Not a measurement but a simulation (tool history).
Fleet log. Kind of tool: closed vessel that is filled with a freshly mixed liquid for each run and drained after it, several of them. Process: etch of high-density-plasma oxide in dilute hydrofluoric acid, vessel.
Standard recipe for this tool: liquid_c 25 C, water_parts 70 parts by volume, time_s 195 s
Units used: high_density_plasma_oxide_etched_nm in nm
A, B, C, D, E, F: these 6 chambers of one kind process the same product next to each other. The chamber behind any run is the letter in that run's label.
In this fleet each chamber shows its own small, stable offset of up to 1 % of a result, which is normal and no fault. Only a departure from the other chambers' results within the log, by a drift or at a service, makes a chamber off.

run	hour	liquid_c	water_parts	time_s	read-back film thickness of the high-density-plasma oxide reference wafer, read on the same gauge (nm)	high_density_plasma_oxide_etched_nm
1A	8	25	70	195	120.01	26.987
2E	14.8	25	70	195	120.02	26.699
3F	19.3	25	70	195	120	27.041
4C	28.3	25	70	195	119.99	26.92
5D	36.6	25	70	100	119.98	13.833
6B	42.6	25	70	100	120	13.516
7E	51	25	70	100	120	13.851
8C	58	25	70	100	120.02	14.122
9F	66.4	25	70	100	119.98	13.866
10D	74.3	25	70	100	119.99	13.962
11B	83	27	70	195	120	29.062
12A	92.4	27	70	195	120.01	29.243
13A	100.9	27	70	195	120.01	29.761
14F	107.7	27	70	195	119.99	29.228
15B	116.4	27	70	195	120.01	28.878
16C	123	27	70	195	120.02	28.908
17D	131.7	25	70	195	120	27.049
18E	137.2	25	70	195	120.01	26.543
19A	144.8	25	70	195	120.02	27.377
20F	149.1	25	70	195	119.99	26.807
21D	155.4	25	70	195	120	27.045
22C	164.3	25	70	195	120	26.917
23E	171.5	25	70	195	120.02	27.184
24B	177.3	25	70	195	120	26.556
25D	186.8	25	70	195	120	26.869
26B	195	25	70	195	119.98	27.072
27C	203	25	70	195	120	26.884
28A	210.7	25	70	195	119.99	27.263
29F	215.1	25	55	195	120.02	34.677
30E	221.9	25	55	195	120	34.686
31A	230.8	25	55	195	119.99	35.766
32E	235.8	25	55	195	119.99	34.984
33C	240.2	25	55	195	119.98	34.932
34D	248.8	25	55	195	120	35.049
35B	254.2	25	70	195	120.02	27.005
36F	260.5	25	70	195	120.01	27.166
37B	265.4	25	70	195	120	26.147
38C	269.7	25	70	195	119.98	27.055
39A	275	25	70	195	119.99	27.138
40D	281.6	25	70	195	120	26.632
41E	290.8	25	70	195	120	27.04

Decide between three cases: one chamber stands off from its peers, the gauge reading all wafers drifts, or nothing is wrong past each chamber's small offset. Where a chamber is off, say which and what most likely put it there.

The fleet is healthy, with each chamber sitting at its usual small offset and no drift in the gauge.
